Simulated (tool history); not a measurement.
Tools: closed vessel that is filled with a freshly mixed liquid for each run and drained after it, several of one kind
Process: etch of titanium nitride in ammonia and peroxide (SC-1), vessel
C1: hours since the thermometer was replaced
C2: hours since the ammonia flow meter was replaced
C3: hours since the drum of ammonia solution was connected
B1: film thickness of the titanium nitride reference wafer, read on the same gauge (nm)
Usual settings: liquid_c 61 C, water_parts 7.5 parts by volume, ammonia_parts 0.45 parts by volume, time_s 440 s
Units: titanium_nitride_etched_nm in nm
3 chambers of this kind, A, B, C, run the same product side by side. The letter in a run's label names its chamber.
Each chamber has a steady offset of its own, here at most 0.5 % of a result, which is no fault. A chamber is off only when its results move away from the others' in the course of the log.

-- hour=4.7 chamber A: new drum of ammonia solution connected
run 1B hour=9.4 | liquid_c=61 water_parts=7.5 ammonia_parts=0.45 time_s=440 | C1=1527.9 C2=501.2 C3=107.4 | B1=150.01 | titanium_nitride_etched_nm=41.94
run 2C hour=15.7 | liquid_c=61 water_parts=7.5 ammonia_parts=0.45 time_s=440 | C1=171.2 C2=440.3 C3=137.1 | B1=150 | titanium_nitride_etched_nm=41.939
run 3A hour=24.3 | liquid_c=61 water_parts=7.5 ammonia_parts=0.45 time_s=440 | C1=208 C2=772.8 C3=19.7 | B1=150 | titanium_nitride_etched_nm=41.951
run 4B hour=34.8 | liquid_c=61 water_parts=7.5 ammonia_parts=0.45 time_s=440 | C1=1553.3 C2=526.6 C3=132.8 | B1=150 | titanium_nitride_etched_nm=41.778
run 5C hour=41.8 | liquid_c=61 water_parts=7.5 ammonia_parts=0.45 time_s=440 | C1=197.3 C2=466.4 C3=163.2 | B1=150.02 | titanium_nitride_etched_nm=42.067
run 6A hour=46.9 | liquid_c=61 water_parts=7.5 ammonia_parts=0.45 time_s=440 | C1=230.6 C2=795.4 C3=42.3 | B1=149.97 | titanium_nitride_etched_nm=41.949
run 7A hour=54.7 | liquid_c=61 water_parts=7.5 ammonia_parts=0.45 time_s=440 | C1=238.4 C2=803.2 C3=50.1 | B1=150 | titanium_nitride_etched_nm=41.877
run 8C hour=63.8 | liquid_c=61 water_parts=7.5 ammonia_parts=0.45 time_s=440 | C1=219.3 C2=488.4 C3=185.2 | B1=150.01 | titanium_nitride_etched_nm=41.917
run 9B hour=73.4 | liquid_c=61 water_parts=7.5 ammonia_parts=0.45 time_s=440 | C1=1591.9 C2=565.2 C3=171.4 | B1=150.01 | titanium_nitride_etched_nm=41.916
run 10A hour=80.4 | liquid_c=61 water_parts=7.5 ammonia_parts=0.45 time_s=440 | C1=264.1 C2=828.9 C3=75.8 | B1=149.98 | titanium_nitride_etched_nm=41.732
run 11B hour=88.4 | liquid_c=61 water_parts=5 ammonia_parts=0.45 time_s=525 | C1=1606.9 C2=580.2 C3=186.4 | B1=150 | titanium_nitride_etched_nm=60.525
run 12C hour=97 | liquid_c=61 water_parts=5 ammonia_parts=0.45 time_s=525 | C1=252.5 C2=521.6 C3=218.4 | B1=150.03 | titanium_nitride_etched_nm=61.127
run 13B hour=104.4 | liquid_c=61 water_parts=5 ammonia_parts=0.45 time_s=525 | C1=1622.9 C2=596.2 C3=202.4 | B1=149.98 | titanium_nitride_etched_nm=60.555
run 14C hour=109.9 | liquid_c=61 water_parts=7.5 ammonia_parts=0.45 time_s=440 | C1=265.4 C2=534.5 C3=231.3 | B1=150.02 | titanium_nitride_etched_nm=41.93
-- hour=114.5 chamber B: new drum of ammonia solution connected
run 15A hour=117.2 | liquid_c=61 water_parts=7.5 ammonia_parts=0.45 time_s=440 | C1=300.9 C2=865.7 C3=112.6 | B1=150 | titanium_nitride_etched_nm=41.657
run 16C hour=121.9 | liquid_c=61 water_parts=7.5 ammonia_parts=0.45 time_s=440 | C1=277.4 C2=546.5 C3=243.3 | B1=150.01 | titanium_nitride_etched_nm=41.912
run 17B hour=129.7 | liquid_c=61 water_parts=7.5 ammonia_parts=0.45 time_s=440 | C1=1648.2 C2=621.5 C3=15.3 | B1=150.02 | titanium_nitride_etched_nm=41.849
run 18A hour=134.7 | liquid_c=70 water_parts=5.5 ammonia_parts=0.45 time_s=440 | C1=318.4 C2=883.2 C3=130.1 | B1=150.01 | titanium_nitride_etched_nm=86.768
run 19B hour=140.8 | liquid_c=70 water_parts=5.5 ammonia_parts=0.45 time_s=440 | C1=1659.3 C2=632.6 C3=26.4 | B1=149.99 | titanium_nitride_etched_nm=86.62
run 20A hour=145.6 | liquid_c=70 water_parts=5.5 ammonia_parts=0.45 time_s=440 | C1=329.3 C2=894.1 C3=141 | B1=150.01 | titanium_nitride_etched_nm=86.147

Next, every chamber runs the same settings. What will each give?
run 21A hour=153.5 | liquid_c=53 water_parts=7.5 ammonia_parts=0.45 time_s=440 | titanium_nitride_etched_nm=?
run 21B hour=153.5 | liquid_c=53 water_parts=7.5 ammonia_parts=0.45 time_s=440 | titanium_nitride_etched_nm=?
run 21C hour=153.5 | liquid_c=53 water_parts=7.5 ammonia_parts=0.45 time_s=440 | titanium_nitride_etched_nm=?

run=21A titanium_nitride_etched_nm=24.278
run=21B titanium_nitride_etched_nm=24.213
run=21C titanium_nitride_etched_nm=24.564
